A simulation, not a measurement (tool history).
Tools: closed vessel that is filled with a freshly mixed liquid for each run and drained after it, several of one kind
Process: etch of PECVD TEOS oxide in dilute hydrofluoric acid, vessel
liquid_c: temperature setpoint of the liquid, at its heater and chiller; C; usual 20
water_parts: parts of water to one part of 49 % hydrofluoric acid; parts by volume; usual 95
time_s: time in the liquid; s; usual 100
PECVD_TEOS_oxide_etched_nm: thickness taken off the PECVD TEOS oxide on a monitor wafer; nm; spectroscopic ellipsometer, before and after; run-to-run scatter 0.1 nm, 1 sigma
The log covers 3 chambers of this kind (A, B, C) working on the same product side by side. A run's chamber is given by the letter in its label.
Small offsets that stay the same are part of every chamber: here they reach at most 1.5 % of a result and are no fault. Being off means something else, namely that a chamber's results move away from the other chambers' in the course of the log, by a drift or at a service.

| run | day | liquid_c | water_parts | time_s | hours since the thermometer was replaced | hours since the hydrofluoric acid flow meter was replaced | read-back film thickness of the PECVD TEOS oxide reference wafer, read on the same gauge (nm) | PECVD_TEOS_oxide_etched_nm |
|---|---|---|---|---|---|---|---|---|
| 1C | 0.346 | 20 | 95 | 100 | 384.1 | 1111.4 | 70.018 | 10.505 |
| 2B | 0.604 | 20 | 95 | 100 | 1409.2 | 1054.9 | 69.999 | 10.534 |
| 3A | 0.817 | 20 | 95 | 100 | 182.4 | 1325.2 | 69.995 | 10.413 |
| 4C | 1.104 | 20 | 95 | 100 | 402.3 | 1129.6 | 69.949 | 10.337 |
| 5B | 1.371 | 20 | 95 | 100 | 1427.6 | 1073.3 | 69.99 | 10.428 |
| 6A | 1.604 | 20 | 95 | 100 | 201.3 | 1344.1 | 69.983 | 10.551 |
| 7C | 1.938 | 20 | 95 | 100 | 422.3 | 1149.6 | 69.979 | 10.258 |
| 8B | 2.229 | 20 | 95 | 100 | 1448.2 | 1093.9 | 70 | 10.421 |
| 9A | 2.475 | 20 | 95 | 100 | 222.2 | 1365 | 69.965 | 10.473 |
| 10A | 2.712 | 20 | 95 | 100 | 227.9 | 1370.7 | 70.007 | 10.623 |
| 11B | 2.971 | 20 | 95 | 100 | 1466 | 1111.7 | 69.992 | 10.58 |
| 12C | 3.325 | 20 | 95 | 100 | 455.6 | 1182.9 | 69.977 | 10.503 |
| 13A | 3.612 | 20 | 95 | 100 | 249.5 | 1392.3 | 69.977 | 10.38 |
| 14B | 3.908 | 20 | 95 | 155 | 1488.5 | 1134.2 | 69.989 | 16.447 |
| 15C | 4.1 | 20 | 95 | 155 | 474.2 | 1201.5 | 69.974 | 16.48 |
| 16A | 4.412 | 20 | 95 | 155 | 268.7 | 1411.5 | 70.005 | 16.56 |
| 17C | 4.696 | 20 | 95 | 100 | 488.5 | 1215.8 | 70.004 | 10.464 |
| 18B | 4.996 | 20 | 95 | 100 | 1514.6 | 1160.3 | 70.036 | 10.314 |
| 19C | 5.358 | 20 | 95 | 100 | 504.4 | 1231.7 | 70.054 | 10.432 |
| 20B | 5.629 | 20 | 95 | 100 | 1529.8 | 1175.5 | 69.991 | 10.313 |
| 21A | 5.917 | 20 | 95 | 100 | 304.8 | 1447.6 | 69.999 | 10.658 |
| 22B | 6.138 | 20 | 95 | 100 | 1542 | 1187.7 | 70.047 | 10.332 |
| 23C | 6.304 | 20 | 95 | 100 | 527.1 | 1254.4 | 69.994 | 10.601 |
| 24A | 6.583 | 20 | 95 | 100 | 320.8 | 1463.6 | 69.984 | 10.651 |
| 25C | 6.867 | 23 | 55 | 100 | 540.6 | 1267.9 | 70.004 | 21.642 |
| 26A | 7.217 | 23 | 55 | 100 | 336 | 1478.8 | 69.97 | 21.559 |
| 27B | 7.45 | 23 | 55 | 100 | 1573.5 | 1219.2 | 70.024 | 21.15 |
| 28B | 7.817 | 20 | 95 | 100 | 1582.3 | 1228 | 69.975 | 10.428 |
| 29A | 8.017 | 20 | 95 | 100 | 355.2 | 1498 | 70.029 | 10.594 |
| 30C | 8.358 | 17 | 95 | 100 | 576.4 | 1303.7 | 69.975 | 9.2419 |
| 31C | 8.704 | 17 | 95 | 100 | 584.7 | 1312 | 70.005 | 9.2182 |
| 32B | 8.946 | 17 | 95 | 100 | 1609.4 | 1255.1 | 70.019 | 9.0422 |
| 33A | 9.154 | 20 | 95 | 100 | 382.5 | 1525.3 | 70.031 | 10.656 |

Has any chamber moved away from the others, gradually or after a service, or does the common gauge drift, or do the chambers differ only by their own small steady offsets? State the chamber and the most likely cause if one applies.

Neither any chamber nor the gauge drifts; the chambers differ only by their own small, steady offsets.

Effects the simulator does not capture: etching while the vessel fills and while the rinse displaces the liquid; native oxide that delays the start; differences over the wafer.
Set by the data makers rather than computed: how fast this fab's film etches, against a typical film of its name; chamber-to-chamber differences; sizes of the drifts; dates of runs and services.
